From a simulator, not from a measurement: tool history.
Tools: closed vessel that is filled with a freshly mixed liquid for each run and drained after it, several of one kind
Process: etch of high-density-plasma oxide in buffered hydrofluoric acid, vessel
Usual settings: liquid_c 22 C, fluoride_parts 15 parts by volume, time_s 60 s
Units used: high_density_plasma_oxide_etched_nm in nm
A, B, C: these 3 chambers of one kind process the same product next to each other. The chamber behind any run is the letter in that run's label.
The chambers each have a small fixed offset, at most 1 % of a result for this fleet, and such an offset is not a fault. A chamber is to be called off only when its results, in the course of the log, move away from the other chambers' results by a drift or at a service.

run     day  liquid_c  fluoride_parts  time_s  hours since the thermometer was replaced  hours since the hydrofluoric acid flow meter was replaced  read-back film thickness of the high-density-plasma oxide reference wafer, read on the same gauge (nm)  high_density_plasma_oxide_etched_nm
 1C   0.433        22              15      60                                    1080.8                                                      792.4                                                                                                  140.01                               55.335
 2B   0.696        22              15      60                                     930.8                                                      683.6                                                                                                  140.07                               56.453
 3A   1.229        22              15      60                                    1107.2                                                     1054.6                                                                                                  140.02                               56.211
      1.583  -- chamber B: hydrofluoric acid flow meter replaced
 4B   1.583        22              15      60                                     952.1                                                          0                                                                                                  140.03                               56.864
 5C     2.1        22              15      60                                    1120.8                                                      832.4                                                                                                  139.96                               56.178
 6A   2.638        22              15      60                                      1141                                                     1088.4                                                                                                  140.01                               56.381
      3.021  -- chamber B: thermometer replaced
 7B   3.108        22              15      60                                       2.2                                                       36.6                                                                                                  140.01                               56.308
 8C     3.4        22              15      60                                      1152                                                      863.6                                                                                                  139.95                               55.655
 9A   3.696        22              15      60                                    1166.4                                                     1113.8                                                                                                  139.98                               56.354
10C   4.088        22              15      45                                    1168.5                                                      880.1                                                                                                  139.98                               42.002
11A   4.671        22              15      45                                    1189.8                                                     1137.2                                                                                                  139.97                               42.315
12B   5.233        22              15      45                                      53.2                                                       87.6                                                                                                  140.01                               42.352
13B   5.529        22              15      30                                      60.3                                                       94.7                                                                                                  140.04                                28.29
14C   6.096        22              15      30                                    1216.7                                                      928.3                                                                                                  140.02                               28.345
15A   6.554        22              15      30                                      1235                                                     1182.4                                                                                                  140.07                               28.245
16B   7.096        22              15      60                                      97.9                                                      132.3                                                                                                  140.02                               56.454
17A   7.412        22            20.5      60                                    1255.6                                                       1203                                                                                                  139.96                               41.829
18C   7.908        22            20.5      60                                    1260.2                                                      971.8                                                                                                  140.01                               42.515
19C   8.442        22            20.5      60                                      1273                                                      984.6                                                                                                  139.98                               42.338
20B   8.842        22              15      60                                     139.8                                                      174.2                                                                                                  140.03                               56.272
21A   9.371        22              15      60                                    1302.6                                                       1250                                                                                                     140                                56.26
      9.754  -- chamber A: thermometer replaced
22C   9.788        22              19      70                                    1305.3                                                     1016.9                                                                                                  140.01                               53.128
23B  10.225        22              19      70                                       173                                                      207.4                                                                                                     140                               51.901
24A  10.738        22              19      70                                      23.7                                                     1282.8                                                                                                  139.97                               51.978
25B    11.3        22              15      60                                     198.8                                                      233.2                                                                                                  140.01                               56.687
26A  11.642        22              15      60                                      45.4                                                     1304.5                                                                                                  140.02                               56.131
27C  12.058        22              15      60                                    1359.8                                                     1071.4                                                                                                  139.99                               58.252
28A  12.333        22              10      80                                        62                                                     1321.1                                                                                                  139.98                               111.92
29C    12.8        22              10      80                                    1377.6                                                     1089.2                                                                                                  140.02                               115.85

Decide between three cases: one chamber stands off from its peers, the gauge reading all wafers drifts, or nothing is wrong past each chamber's small offset. Where a chamber is off, say which and what most likely put it there.

It is chamber C that slowly wanders off from its peers.
Most likely cause: liquid hotter than its thermometer reads (K) = 0.795.
The log might look much the same if the cause were instead: hydrofluoric acid flow above the setpoint (%).

Here are 4 candidates for chamber C's next run, each the usual settings with a change, their results left as question marks. Which one brings its results back in line with what the others give on the usual settings?
A result is in line if it is within this distance of the other chambers' mean on the usual settings: high_density_plasma_oxide_etched_nm 0.87 nm
30C-1  13.225        22            15.5      60                                                                                                                                                                                                                                                 ?
30C-2  13.225      22.5            14.5      60                                                                                                                                                                                                                                                 ?
30C-3  13.225        22            14.5      60                                                                                                                                                                                                                                                 ?
30C-4  13.225        21              15      60                                                                                                                                                                                                                                                 ?

Mean of the other chambers on the usual settings: high_density_plasma_oxide_etched_nm 56.353 nm
  run  high_density_plasma_oxide_etched_nm
30C-1                               56.244
30C-2                               61.749
30C-3                               60.076
30C-4                               54.947
Change 30C-1 lands the chamber within the allowed miss of the other chambers.

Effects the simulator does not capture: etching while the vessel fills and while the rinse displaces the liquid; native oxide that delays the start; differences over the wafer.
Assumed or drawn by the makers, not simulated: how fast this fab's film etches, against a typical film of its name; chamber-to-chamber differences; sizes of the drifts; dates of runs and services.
